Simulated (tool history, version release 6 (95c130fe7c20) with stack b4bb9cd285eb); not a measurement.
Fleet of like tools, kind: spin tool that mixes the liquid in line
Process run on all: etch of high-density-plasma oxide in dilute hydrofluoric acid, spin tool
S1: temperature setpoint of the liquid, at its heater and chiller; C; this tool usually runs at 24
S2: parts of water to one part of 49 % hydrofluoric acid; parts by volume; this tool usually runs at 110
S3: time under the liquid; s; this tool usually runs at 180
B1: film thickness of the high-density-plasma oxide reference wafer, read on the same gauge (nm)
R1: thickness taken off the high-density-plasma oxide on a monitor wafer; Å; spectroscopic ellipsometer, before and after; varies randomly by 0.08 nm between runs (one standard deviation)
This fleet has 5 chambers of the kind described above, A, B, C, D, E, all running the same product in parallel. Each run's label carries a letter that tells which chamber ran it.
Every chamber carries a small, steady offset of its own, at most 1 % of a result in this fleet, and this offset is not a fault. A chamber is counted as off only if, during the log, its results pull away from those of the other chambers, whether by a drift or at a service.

run,day,S1,S2,S3,B1,R1
1A,0.346,24,110,180,110.02,82.517
2E,0.733,24,110,180,110.01,82.376
3C,1.075,24,110,180,109.99,81.499
4B,1.333,24,110,180,110,82.212
5D,1.633,24,110,270,110.03,122.25
6B,2.075,24,110,270,109.97,123.52
7A,2.529,24,110,270,109.98,124.95
8C,2.962,24,110,270,109.99,124.41
9D,3.275,24,110,270,110.04,123.13
10E,3.704,24,110,180,110.04,83.015
11E,4.012,24,110,180,110.01,83.175
12C,4.388,24,110,180,109.96,80.999
13A,4.683,24,110,180,110.02,82.026
14B,5.104,28,110,180,109.98,96.873
15D,5.571,28,110,180,109.97,95.324
16A,5.983,28,110,180,109.96,96.217
17B,6.271,28,110,180,110.03,94.417
18D,6.579,28,110,180,110.01,94.962
19E,7.012,24,110,180,110.01,86.028
20C,7.312,24,110,180,109.99,84.003
21B,7.612,24,110,180,110,81.541
22E,7.912,24,110,180,109.99,85.756
23C,8.229,24,140,120,109.99,42.543
24A,8.504,24,140,120,109.98,41.536
25D,8.746,24,140,120,110,41.503
26B,8.979,24,140,120,110.02,41.732
27A,9.229,24,140,120,110.02,41.879
28C,9.621,28,110,180,110,97.269
29D,9.846,28,110,180,109.98,96.493
30E,10.183,28,110,180,110,102.77
31C,10.646,28,110,180,109.97,95.311
32A,10.912,28,110,180,109.99,97.106
33B,11.35,24,110,180,110.01,81.317
34E,11.738,24,110,180,110.01,89.719
35D,11.996,24,110,180,110.01,82.99
36D,12.396,24,110,180,109.99,83.068
# day 12.492: chamber E: thermometer replaced
37A,12.817,24,110,180,109.97,82.819
38C,13.271,24,110,180,109.99,84.755
39B,13.629,24,110,180,110,82.469
40E,13.838,24,110,180,109.99,91.577
41B,14.221,24,110,180,109.97,81.901

Has any chamber moved away from the others, gradually or after a service, or does the common gauge drift, or do the chambers differ only by their own small steady offsets? State the chamber and the most likely cause if one applies.

One chamber, E, drifts off from the rest bit by bit.
Cause: hydrofluoric acid flow above the setpoint (%) = 8.88.

Which of the 4 candidates below, each the usual settings with something changed and its results left as question marks, puts chamber E back in line with what the other chambers give on the usual settings?
In line means no further than this from the other chambers' mean on the usual settings: R1 2.8 Å
42E-1,14.554,24,115,170,,?
42E-2,14.554,29,110,180,,?
42E-3,14.554,24,110,150,,?
42E-4,14.554,26.5,110,180,,?

On the usual settings, the other chambers give on average: R1 82.488 Å
run,R1
42E-1,81.677
42E-2,110.06
42E-3,75.757
42E-4,100.14
The right change is 42E-1: it brings the chamber back within the allowed miss of the others.
